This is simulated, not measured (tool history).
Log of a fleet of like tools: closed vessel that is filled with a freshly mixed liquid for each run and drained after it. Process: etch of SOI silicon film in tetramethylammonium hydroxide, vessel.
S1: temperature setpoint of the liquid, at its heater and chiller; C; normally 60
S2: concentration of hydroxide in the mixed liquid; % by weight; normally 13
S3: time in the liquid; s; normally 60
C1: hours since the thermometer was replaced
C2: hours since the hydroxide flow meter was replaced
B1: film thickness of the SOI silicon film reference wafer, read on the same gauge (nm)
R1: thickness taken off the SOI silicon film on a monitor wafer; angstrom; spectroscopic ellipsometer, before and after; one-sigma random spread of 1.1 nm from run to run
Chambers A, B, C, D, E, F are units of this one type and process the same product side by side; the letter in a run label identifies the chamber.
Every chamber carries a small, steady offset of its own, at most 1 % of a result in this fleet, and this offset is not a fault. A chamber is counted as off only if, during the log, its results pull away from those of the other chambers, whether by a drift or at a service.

run 1E hour=10.9 | S1=60 S2=13 S3=60 | C1=124.3 C2=918.2 | B1=120.01 | R1=2125.8
run 2B hour=19.1 | S1=60 S2=13 S3=60 | C1=93.6 C2=93.3 | B1=119.98 | R1=2095.5
run 3A hour=35.1 | S1=60 S2=13 S3=60 | C1=336.4 C2=635.7 | B1=119.99 | R1=2111.6
run 4C hour=44.7 | S1=60 S2=13 S3=60 | C1=284.6 C2=1756.6 | B1=120 | R1=2126.3
run 5D hour=56.3 | S1=60 S2=13 S3=60 | C1=1371.9 C2=451.5 | B1=119.99 | R1=2124.1
run 6F hour=71.4 | S1=60 S2=15.5 S3=60 | C1=468.9 C2=743.4 | B1=120.01 | R1=1939.1
run 7B hour=84.9 | S1=60 S2=15.5 S3=60 | C1=159.4 C2=159.1 | B1=119.99 | R1=1931.8
run 8C hour=92.7 | S1=60 S2=15.5 S3=60 | C1=332.6 C2=1804.6 | B1=120 | R1=1955.9
-- hour=93 chamber C: hydroxide flow meter replaced
run 9F hour=100.3 | S1=60 S2=15.5 S3=60 | C1=497.8 C2=772.3 | B1=120.01 | R1=1954.4
run 10D hour=113.3 | S1=60 S2=15.5 S3=60 | C1=1428.9 C2=508.5 | B1=120 | R1=1972.6
run 11E hour=126.8 | S1=60 S2=15.5 S3=60 | C1=240.2 C2=1034.1 | B1=119.98 | R1=1972.7
-- hour=135.7 chamber D: thermometer replaced
run 12A hour=140.4 | S1=60 S2=13 S3=60 | C1=441.7 C2=741 | B1=120.01 | R1=2091.3
-- hour=142.7 chamber F: hydroxide flow meter replaced
run 13C hour=151.3 | S1=60 S2=13 S3=60 | C1=391.2 C2=58.4 | B1=119.98 | R1=2114.7
run 14E hour=161.7 | S1=65 S2=15.5 S3=60 | C1=275.1 C2=1069 | B1=120 | R1=2694.1
run 15A hour=169.3 | S1=65 S2=15.5 S3=60 | C1=470.6 C2=769.9 | B1=120 | R1=2625.4
run 16B hour=179.3 | S1=65 S2=15.5 S3=60 | C1=253.8 C2=253.5 | B1=119.99 | R1=2627.1
run 17F hour=194.9 | S1=65 S2=15.5 S3=60 | C1=592.4 C2=52.2 | B1=119.99 | R1=2640.8
-- hour=201.7 chamber A: hydroxide flow meter replaced
run 18D hour=205.7 | S1=65 S2=15.5 S3=60 | C1=70 C2=600.9 | B1=120 | R1=2642
run 19A hour=216.1 | S1=65 S2=15.5 S3=60 | C1=517.4 C2=14.5 | B1=120 | R1=2624
run 20C hour=227.7 | S1=60 S2=13 S3=60 | C1=467.6 C2=134.8 | B1=120.03 | R1=2115.3
-- hour=232.7 chamber A: thermometer replaced
run 21D hour=239.4 | S1=60 S2=13 S3=60 | C1=103.7 C2=634.6 | B1=119.98 | R1=2122.5
run 22F hour=255.4 | S1=60 S2=13 S3=60 | C1=652.9 C2=112.7 | B1=119.99 | R1=2131.1
-- hour=262.9 chamber F: thermometer replaced
run 23B hour=263.2 | S1=60 S2=13 S3=60 | C1=337.7 C2=337.4 | B1=119.99 | R1=2095.8
run 24E hour=274.5 | S1=60 S2=16.5 S3=30 | C1=387.9 C2=1181.8 | B1=119.98 | R1=967.48
run 25D hour=282.8 | S1=60 S2=16.5 S3=30 | C1=147.1 C2=678 | B1=119.99 | R1=950.28
run 26F hour=290.9 | S1=60 S2=16.5 S3=30 | C1=28 C2=148.2 | B1=120.01 | R1=948.7
run 27E hour=303.2 | S1=60 S2=16.5 S3=30 | C1=416.6 C2=1210.5 | B1=120.01 | R1=956.52
run 28B hour=311.1 | S1=60 S2=16.5 S3=30 | C1=385.6 C2=385.3 | B1=120.02 | R1=954.53
run 29A hour=324.3 | S1=60 S2=16.5 S3=30 | C1=91.7 C2=122.7 | B1=119.99 | R1=958.64
run 30C hour=336.4 | S1=60 S2=13 S3=60 | C1=576.3 C2=243.5 | B1=120 | R1=2114.5
run 31B hour=347.4 | S1=60 S2=13 S3=60 | C1=421.9 C2=421.6 | B1=119.99 | R1=2088.2
run 32F hour=356.8 | S1=60 S2=13 S3=60 | C1=93.9 C2=214.1 | B1=120 | R1=2113.5
run 33A hour=365.3 | S1=60 S2=13 S3=60 | C1=132.7 C2=163.7 | B1=120 | R1=2114.6
run 34C hour=374.3 | S1=60 S2=13 S3=60 | C1=614.2 C2=281.4 | B1=119.99 | R1=2138.9
run 35D hour=386.8 | S1=54 S2=13 S3=60 | C1=251.1 C2=782 | B1=120.01 | R1=1447.3
run 36E hour=402.5 | S1=54 S2=13 S3=60 | C1=515.9 C2=1309.8 | B1=119.99 | R1=1449
run 37F hour=414 | S1=54 S2=13 S3=60 | C1=151.1 C2=271.3 | B1=119.99 | R1=1418.3
run 38A hour=421.5 | S1=54 S2=13 S3=60 | C1=188.9 C2=219.9 | B1=120 | R1=1443.4
run 39D hour=435.4 | S1=54 S2=13 S3=60 | C1=299.7 C2=830.6 | B1=120 | R1=1457.5

Does one chamber stand apart from the rest, does the shared gauge drift, or is all well apart from small per-chamber offsets? Give the chamber and the most likely cause, where there is one.

Beyond each chamber's small constant offset nothing stands out, and the gauge stays steady.
